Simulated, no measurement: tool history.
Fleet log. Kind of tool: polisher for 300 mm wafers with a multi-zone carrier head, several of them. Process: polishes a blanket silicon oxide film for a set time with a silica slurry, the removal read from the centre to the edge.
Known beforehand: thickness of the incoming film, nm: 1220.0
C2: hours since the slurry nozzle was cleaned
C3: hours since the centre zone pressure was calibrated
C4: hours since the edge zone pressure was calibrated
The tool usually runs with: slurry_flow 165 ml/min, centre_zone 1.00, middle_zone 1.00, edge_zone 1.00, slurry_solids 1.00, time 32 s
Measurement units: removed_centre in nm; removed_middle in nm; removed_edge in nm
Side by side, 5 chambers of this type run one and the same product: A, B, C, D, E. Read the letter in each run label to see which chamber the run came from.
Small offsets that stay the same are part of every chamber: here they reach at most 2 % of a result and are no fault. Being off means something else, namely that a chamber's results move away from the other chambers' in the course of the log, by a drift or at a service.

run 1D hour=6.7 | slurry_flow=165 centre_zone=1.00 middle_zone=1.00 edge_zone=1.00 slurry_solids=1.00 time=32 | wafers_polished_on_this_pad=1079 C2=275.0 C3=149.6 C4=84.4 | removed_centre=73.287 removed_middle=72.965 removed_edge=71.853
run 2E hour=18.0 | slurry_flow=165 centre_zone=1.00 middle_zone=1.00 edge_zone=1.00 slurry_solids=1.00 time=32 | wafers_polished_on_this_pad=496 C2=535.4 C3=599.4 C4=930.5 | removed_centre=73.606 removed_middle=71.846 removed_edge=72.808
-- hour=22.9 chamber D: worn pad replaced by a new one
run 3B hour=28.2 | slurry_flow=165 centre_zone=1.00 middle_zone=1.00 edge_zone=1.00 slurry_solids=1.00 time=32 | wafers_polished_on_this_pad=511 C2=198.7 C3=908.8 C4=575.4 | removed_centre=72.677 removed_middle=73.200 removed_edge=73.666
run 4C hour=42.7 | slurry_flow=165 centre_zone=1.00 middle_zone=1.00 edge_zone=1.00 slurry_solids=1.00 time=32 | wafers_polished_on_this_pad=914 C2=268.6 C3=856.3 C4=983.2 | removed_centre=70.846 removed_middle=72.180 removed_edge=73.120
run 5A hour=51.9 | slurry_flow=165 centre_zone=1.00 middle_zone=1.00 edge_zone=1.00 slurry_solids=1.00 time=32 | wafers_polished_on_this_pad=1050 C2=155.9 C3=93.1 C4=561.1 | removed_centre=71.443 removed_middle=73.938 removed_edge=72.272
-- hour=56.5 chamber C: worn pad replaced by a new one
run 6E hour=64.0 | slurry_flow=165 centre_zone=1.00 middle_zone=1.00 edge_zone=1.00 slurry_solids=1.15 time=41 | wafers_polished_on_this_pad=976 C2=581.4 C3=645.4 C4=976.5 | removed_centre=101.660 removed_middle=100.200 removed_edge=101.210
-- hour=74.3 chamber E: worn pad replaced by a new one
-- hour=75.2 chamber A: worn pad replaced by a new one
run 7C hour=75.9 | slurry_flow=165 centre_zone=1.00 middle_zone=1.00 edge_zone=1.00 slurry_solids=1.15 time=41 | wafers_polished_on_this_pad=203 C2=301.8 C3=889.5 C4=1016.4 | removed_centre=98.496 removed_middle=99.014 removed_edge=100.210
-- hour=78.0 chamber E: slurry nozzle cleaned
run 8A hour=82.9 | slurry_flow=165 centre_zone=1.00 middle_zone=1.00 edge_zone=1.00 slurry_solids=1.15 time=41 | wafers_polished_on_this_pad=81 C2=186.9 C3=124.1 C4=592.1 | removed_centre=99.773 removed_middle=99.036 removed_edge=98.729
run 9D hour=95.5 | slurry_flow=165 centre_zone=1.00 middle_zone=1.00 edge_zone=1.00 slurry_solids=1.15 time=41 | wafers_polished_on_this_pad=757 C2=363.8 C3=238.4 C4=173.2 | removed_centre=97.034 removed_middle=98.270 removed_edge=99.078
run 10B hour=104.2 | slurry_flow=165 centre_zone=1.00 middle_zone=1.00 edge_zone=1.00 slurry_solids=1.15 time=41 | wafers_polished_on_this_pad=1304 C2=274.7 C3=984.8 C4=651.4 | removed_centre=99.293 removed_middle=98.217 removed_edge=98.988
-- hour=107.0 chamber B: worn pad replaced by a new one
run 11B hour=116.7 | slurry_flow=165 centre_zone=1.00 middle_zone=1.00 edge_zone=1.00 slurry_solids=1.00 time=32 | wafers_polished_on_this_pad=102 C2=287.2 C3=997.3 C4=663.9 | removed_centre=71.045 removed_middle=75.788 removed_edge=73.608
run 12E hour=129.7 | slurry_flow=165 centre_zone=1.00 middle_zone=1.00 edge_zone=1.00 slurry_solids=1.00 time=32 | wafers_polished_on_this_pad=578 C2=51.7 C3=711.1 C4=1042.2 | removed_centre=74.348 removed_middle=74.820 removed_edge=72.919
run 13C hour=143.5 | slurry_flow=165 centre_zone=1.00 middle_zone=1.00 edge_zone=1.00 slurry_solids=1.00 time=32 | wafers_polished_on_this_pad=908 C2=369.4 C3=957.1 C4=1084.0 | removed_centre=70.732 removed_middle=72.703 removed_edge=72.415
-- hour=145.6 chamber C: worn pad replaced by a new one
-- hour=149.4 chamber D: worn pad replaced by a new one
-- hour=150.1 chamber C: slurry nozzle cleaned
run 14D hour=152.7 | slurry_flow=165 centre_zone=1.00 middle_zone=1.00 edge_zone=0.96 slurry_solids=1.00 time=32 | wafers_polished_on_this_pad=35 C2=421.0 C3=295.6 C4=230.4 | removed_centre=70.595 removed_middle=73.449 removed_edge=71.772
-- hour=153.6 chamber C: edge zone pressure recalibrated
run 15A hour=166.4 | slurry_flow=165 centre_zone=1.00 middle_zone=1.00 edge_zone=0.96 slurry_solids=1.00 time=32 | wafers_polished_on_this_pad=952 C2=270.4 C3=207.6 C4=675.6 | removed_centre=72.802 removed_middle=71.924 removed_edge=71.709
-- hour=168.2 chamber E: worn pad replaced by a new one
-- hour=172.6 chamber A: edge zone pressure recalibrated
run 16B hour=181.0 | slurry_flow=165 centre_zone=1.00 middle_zone=1.00 edge_zone=0.96 slurry_solids=1.00 time=32 | wafers_polished_on_this_pad=773 C2=351.5 C3=1061.6 C4=728.2 | removed_centre=73.406 removed_middle=73.836 removed_edge=71.139
-- hour=189.2 chamber A: worn pad replaced by a new one
run 17E hour=193.3 | slurry_flow=165 centre_zone=1.00 middle_zone=1.00 edge_zone=0.96 slurry_solids=1.00 time=32 | wafers_polished_on_this_pad=262 C2=115.3 C3=774.7 C4=1105.8 | removed_centre=71.214 removed_middle=72.862 removed_edge=72.392
run 18D hour=200.0 | slurry_flow=165 centre_zone=1.00 middle_zone=1.00 edge_zone=0.96 slurry_solids=1.00 time=32 | wafers_polished_on_this_pad=528 C2=468.3 C3=342.9 C4=277.7 | removed_centre=71.658 removed_middle=73.354 removed_edge=71.793
-- hour=212.8 chamber B: worn pad replaced by a new one
run 19C hour=214.2 | slurry_flow=165 centre_zone=1.00 middle_zone=1.00 edge_zone=1.00 slurry_solids=1.00 time=32 | wafers_polished_on_this_pad=715 C2=64.1 C3=1027.8 C4=60.6 | removed_centre=72.728 removed_middle=72.060 removed_edge=72.567
-- hour=223.4 chamber B: slurry nozzle cleaned
run 20A hour=226.0 | slurry_flow=165 centre_zone=1.00 middle_zone=1.00 edge_zone=1.00 slurry_solids=1.00 time=32 | wafers_polished_on_this_pad=384 C2=330.0 C3=267.2 C4=53.5 | removed_centre=72.364 removed_middle=72.566 removed_edge=72.751
run 21A hour=239.0 | slurry_flow=165 centre_zone=1.00 middle_zone=1.00 edge_zone=1.00 slurry_solids=1.00 time=32 | wafers_polished_on_this_pad=520 C2=343.0 C3=280.2 C4=66.5 | removed_centre=71.852 removed_middle=71.697 removed_edge=72.481
run 22D hour=253.3 | slurry_flow=165 centre_zone=1.00 middle_zone=1.00 edge_zone=1.00 slurry_solids=1.00 time=32 | wafers_polished_on_this_pad=1084 C2=521.6 C3=396.2 C4=331.0 | removed_centre=70.702 removed_middle=72.740 removed_edge=73.245
run 23E hour=261.9 | slurry_flow=165 centre_zone=1.00 middle_zone=1.00 edge_zone=1.00 slurry_solids=1.00 time=32 | wafers_polished_on_this_pad=978 C2=183.9 C3=843.3 C4=1174.4 | removed_centre=71.977 removed_middle=73.056 removed_edge=73.922
-- hour=263.8 chamber C: worn pad replaced by a new one
-- hour=268.9 chamber E: worn pad replaced by a new one
-- hour=269.4 chamber D: centre zone pressure recalibrated
-- hour=271.4 chamber D: worn pad replaced by a new one
run 24B hour=275.6 | slurry_flow=165 centre_zone=1.00 middle_zone=1.00 edge_zone=1.00 slurry_solids=1.00 time=32 | wafers_polished_on_this_pad=655 C2=52.2 C3=1156.2 C4=822.8 | removed_centre=73.364 removed_middle=75.062 removed_edge=73.206
-- hour=279.6 chamber B: edge zone pressure recalibrated
run 25C hour=289.7 | slurry_flow=165 centre_zone=1.00 middle_zone=1.00 edge_zone=1.00 slurry_solids=1.00 time=32 | wafers_polished_on_this_pad=271 C2=139.6 C3=1103.3 C4=136.1 | removed_centre=71.999 removed_middle=71.296 removed_edge=72.124
run 26D hour=298.8 | slurry_flow=165 centre_zone=1.00 middle_zone=1.00 edge_zone=1.00 slurry_solids=1.00 time=32 | wafers_polished_on_this_pad=286 C2=567.1 C3=29.5 C4=376.5 | removed_centre=71.663 removed_middle=70.611 removed_edge=73.494
run 27C hour=305.9 | slurry_flow=165 centre_zone=1.00 middle_zone=1.00 edge_zone=1.00 slurry_solids=1.00 time=32 | wafers_polished_on_this_pad=440 C2=155.8 C3=1119.5 C4=152.3 | removed_centre=70.864 removed_middle=72.247 removed_edge=72.883
-- hour=308.7 chamber B: worn pad replaced by a new one
run 28A hour=312.9 | slurry_flow=205 centre_zone=1.00 middle_zone=0.96 edge_zone=1.00 slurry_solids=1.00 time=32 | wafers_polished_on_this_pad=1291 C2=416.9 C3=354.1 C4=140.4 | removed_centre=76.451 removed_middle=71.844 removed_edge=75.242
-- hour=319.1 chamber A: worn pad replaced by a new one
run 29E hour=319.6 | slurry_flow=205 centre_zone=1.00 middle_zone=0.96 edge_zone=1.00 slurry_solids=1.00 time=32 | wafers_polished_on_this_pad=529 C2=241.6 C3=901.0 C4=1232.1 | removed_centre=75.568 removed_middle=74.567 removed_edge=75.190
run 30B hour=328.0 | slurry_flow=205 centre_zone=1.00 middle_zone=0.96 edge_zone=1.00 slurry_solids=1.00 time=32 | wafers_polished_on_this_pad=201 C2=104.6 C3=1208.6 C4=48.5 | removed_centre=76.989 removed_middle=73.166 removed_edge=75.639
run 31E hour=337.3 | slurry_flow=205 centre_zone=1.00 middle_zone=0.96 edge_zone=1.00 slurry_solids=1.00 time=32 | wafers_polished_on_this_pad=714 C2=259.3 C3=918.7 C4=1249.8 | removed_centre=75.817 removed_middle=73.576 removed_edge=75.098
-- hour=338.7 chamber E: edge zone pressure recalibrated
run 32A hour=344.5 | slurry_flow=205 centre_zone=1.00 middle_zone=0.96 edge_zone=1.00 slurry_solids=1.00 time=32 | wafers_polished_on_this_pad=265 C2=448.5 C3=385.7 C4=172.0 | removed_centre=75.131 removed_middle=72.127 removed_edge=75.314
run 33D hour=351.3 | slurry_flow=200 centre_zone=0.95 middle_zone=1.00 edge_zone=1.00 slurry_solids=1.00 time=32 | wafers_polished_on_this_pad=833 C2=619.6 C3=82.0 C4=429.0 | removed_centre=69.420 removed_middle=74.538 removed_edge=74.002
-- hour=354.0 chamber E: worn pad replaced by a new one
-- hour=355.0 chamber A: slurry nozzle cleaned
run 34C hour=364.9 | slurry_flow=200 centre_zone=0.95 middle_zone=1.00 edge_zone=1.00 slurry_solids=1.00 time=32 | wafers_polished_on_this_pad=1055 C2=214.8 C3=1178.5 C4=211.3 | removed_centre=70.557 removed_middle=72.442 removed_edge=75.820
-- hour=367.2 chamber D: worn pad replaced by a new one
run 35B hour=371.5 | slurry_flow=200 centre_zone=0.95 middle_zone=1.00 edge_zone=1.00 slurry_solids=1.00 time=32 | wafers_polished_on_this_pad=655 C2=148.1 C3=1252.1 C4=92.0 | removed_centre=72.180 removed_middle=75.105 removed_edge=75.245
-- hour=378.9 chamber C: worn pad replaced by a new one
run 36D hour=384.9 | slurry_flow=200 centre_zone=0.95 middle_zone=1.00 edge_zone=1.00 slurry_solids=1.00 time=32 | wafers_polished_on_this_pad=185 C2=653.2 C3=115.6 C4=462.6 | removed_centre=68.966 removed_middle=74.491 removed_edge=73.740
-- hour=393.7 chamber B: centre zone pressure recalibrated
run 37E hour=397.3 | slurry_flow=200 centre_zone=0.95 middle_zone=1.00 edge_zone=1.00 slurry_solids=1.00 time=32 | wafers_polished_on_this_pad=452 C2=319.3 C3=978.7 C4=58.6 | removed_centre=71.414 removed_middle=74.912 removed_edge=74.675
run 38B hour=408.9 | slurry_flow=165 centre_zone=0.94 middle_zone=1.00 edge_zone=1.00 slurry_solids=1.00 time=32 | wafers_polished_on_this_pad=1045 C2=185.5 C3=15.2 C4=129.4 | removed_centre=68.195 removed_middle=72.643 removed_edge=74.063
run 39A hour=417.0 | slurry_flow=165 centre_zone=0.94 middle_zone=1.00 edge_zone=1.00 slurry_solids=1.00 time=32 | wafers_polished_on_this_pad=1021 C2=62.1 C3=458.2 C4=244.5 | removed_centre=68.083 removed_middle=71.901 removed_edge=73.136
run 40C hour=426.6 | slurry_flow=165 centre_zone=0.94 middle_zone=1.00 edge_zone=1.00 slurry_solids=1.00 time=32 | wafers_polished_on_this_pad=498 C2=276.5 C3=1240.2 C4=273.0 | removed_centre=66.083 removed_middle=71.670 removed_edge=72.340
run 41E hour=437.9 | slurry_flow=165 centre_zone=0.94 middle_zone=1.00 edge_zone=1.00 slurry_solids=1.00 time=32 | wafers_polished_on_this_pad=875 C2=359.9 C3=1019.3 C4=99.2 | removed_centre=68.279 removed_middle=72.661 removed_edge=73.628

All chambers now run identical settings, listed one chamber a line with results as question marks. What results will each chamber show?
run 42A hour=448.5 | slurry_flow=165 centre_zone=1.00 middle_zone=1.00 edge_zone=1.00 slurry_solids=1.00 time=32 | removed_centre=? removed_middle=? removed_edge=?
run 42B hour=448.5 | slurry_flow=165 centre_zone=1.00 middle_zone=1.00 edge_zone=1.00 slurry_solids=1.00 time=32 | removed_centre=? removed_middle=? removed_edge=?
run 42C hour=448.5 | slurry_flow=165 centre_zone=1.00 middle_zone=1.00 edge_zone=1.00 slurry_solids=1.00 time=32 | removed_centre=? removed_middle=? removed_edge=?
run 42D hour=448.5 | slurry_flow=165 centre_zone=1.00 middle_zone=1.00 edge_zone=1.00 slurry_solids=1.00 time=32 | removed_centre=? removed_middle=? removed_edge=?
run 42E hour=448.5 | slurry_flow=165 centre_zone=1.00 middle_zone=1.00 edge_zone=1.00 slurry_solids=1.00 time=32 | removed_centre=? removed_middle=? removed_edge=?

run=42A removed_centre=71.555 removed_middle=71.832 removed_edge=72.324
run=42B removed_centre=72.552 removed_middle=71.818 removed_edge=74.199
run=42C removed_centre=69.953 removed_middle=72.569 removed_edge=73.411
run=42D removed_centre=73.183 removed_middle=72.563 removed_edge=71.644
run=42E removed_centre=73.277 removed_middle=72.223 removed_edge=71.908

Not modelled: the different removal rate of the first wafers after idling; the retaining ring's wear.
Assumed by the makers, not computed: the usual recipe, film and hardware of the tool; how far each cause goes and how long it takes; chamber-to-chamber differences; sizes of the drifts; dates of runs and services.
